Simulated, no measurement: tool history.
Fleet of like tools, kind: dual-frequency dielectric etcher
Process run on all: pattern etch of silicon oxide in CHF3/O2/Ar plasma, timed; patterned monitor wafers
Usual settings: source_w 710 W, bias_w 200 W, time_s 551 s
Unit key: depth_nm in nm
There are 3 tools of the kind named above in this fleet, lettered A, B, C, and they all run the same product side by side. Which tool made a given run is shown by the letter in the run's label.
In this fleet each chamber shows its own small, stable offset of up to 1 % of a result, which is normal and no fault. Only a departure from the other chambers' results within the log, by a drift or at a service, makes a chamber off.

run   hour  source_w  bias_w  time_s  hours since the last wet clean  hours since the last source power generator calibration  hours since the last bias power generator calibration  read-back reference wafer on the same gauge, depth_nm  depth_nm
 1B    9.2       710     200     551                             302                                                   1725.7                                                  850.8                                                 1239.8    1193.4
 2A     20       710     200     551                           397.4                                                      497                                                  827.5                                                 1239.9    1191.8
 3C     30       710     200     551                             173                                                    503.2                                                 1904.7                                                 1240.1    1209.8
 4A   42.5       710     200     551                           419.9                                                    519.5                                                    850                                                 1239.3    1206.4
 5B   52.3       710     200     551                           345.1                                                   1768.8                                                  893.9                                                 1239.7    1195.5
 6C     60       710     200     551                             203                                                    533.2                                                 1934.7                                                 1240.9    1211.6
 7B   69.9       710     200     551                           362.7                                                   1786.4                                                  911.5                                                 1240.4    1194.8
 8C   79.6       710     200     551                           222.6                                                    552.8                                                 1954.3                                                   1239    1206.8
 9A   92.2       710     200     551                           469.6                                                    569.2                                                  899.7                                                 1239.8    1196.6
10A  102.8       640     200     551                           480.2                                                    579.8                                                  910.3                                                 1241.1    1154.8
11C  109.9       640     200     551                           252.9                                                    583.1                                                 1984.6                                                 1240.6    1159.9
12B  120.1       640     200     551                           412.9                                                   1836.6                                                  961.7                                                 1239.9    1155.6
     127.5  -- chamber B: source power generator calibrated
13C  130.9       710     200     551                           273.9                                                    604.1                                                 2005.6                                                 1240.5      1204
14A  141.3       710     200     551                           518.7                                                    618.3                                                  948.8                                                 1240.6    1199.7
15B  149.7       710     200     551                           442.5                                                     22.3                                                  991.3                                                 1239.3    1196.1
16C  160.9       870     200     485                           303.9                                                    634.1                                                 2035.6                                                 1240.1    1151.1
     168.3  -- chamber A: wet clean of the chamber
17B  169.6       870     200     485                           462.4                                                     42.2                                                 1011.2                                                 1239.7    1142.3
18A  178.9       870     200     485                            10.7                                                    655.9                                                  986.4                                                 1239.8    1148.7
19B  186.6       710     200     551                           479.4                                                     59.2                                                 1028.2                                                 1239.7    1199.7
     191.4  -- chamber C: bias power generator calibrated
20A  192.5       710     200     551                            24.3                                                    669.5                                                   1000                                                 1240.4    1203.1
21C  199.7       710     200     551                           342.7                                                    672.9                                                    8.4                                                 1240.4    1205.9
22B  210.4       710     200     551                           503.2                                                       83                                                   1052                                                 1239.9    1194.1
23C  218.1       710     200     551                           361.1                                                    691.3                                                   26.8                                                 1240.2    1214.3
24A  229.4       710     200     551                            61.2                                                    706.4                                                 1036.9                                                   1240      1199
25A  242.2       710     200     551                              74                                                    719.2                                                 1049.7                                                 1239.8      1200
26C  249.3       600     236     551                           392.3                                                    722.5                                                     58                                                 1239.8    1198.5

Has any chamber moved away from the others, gradually or after a service, or does the common gauge drift, or do the chambers differ only by their own small steady offsets? State the chamber and the most likely cause if one applies.

The fleet is healthy, with each chamber sitting at its usual small offset and no drift in the gauge.

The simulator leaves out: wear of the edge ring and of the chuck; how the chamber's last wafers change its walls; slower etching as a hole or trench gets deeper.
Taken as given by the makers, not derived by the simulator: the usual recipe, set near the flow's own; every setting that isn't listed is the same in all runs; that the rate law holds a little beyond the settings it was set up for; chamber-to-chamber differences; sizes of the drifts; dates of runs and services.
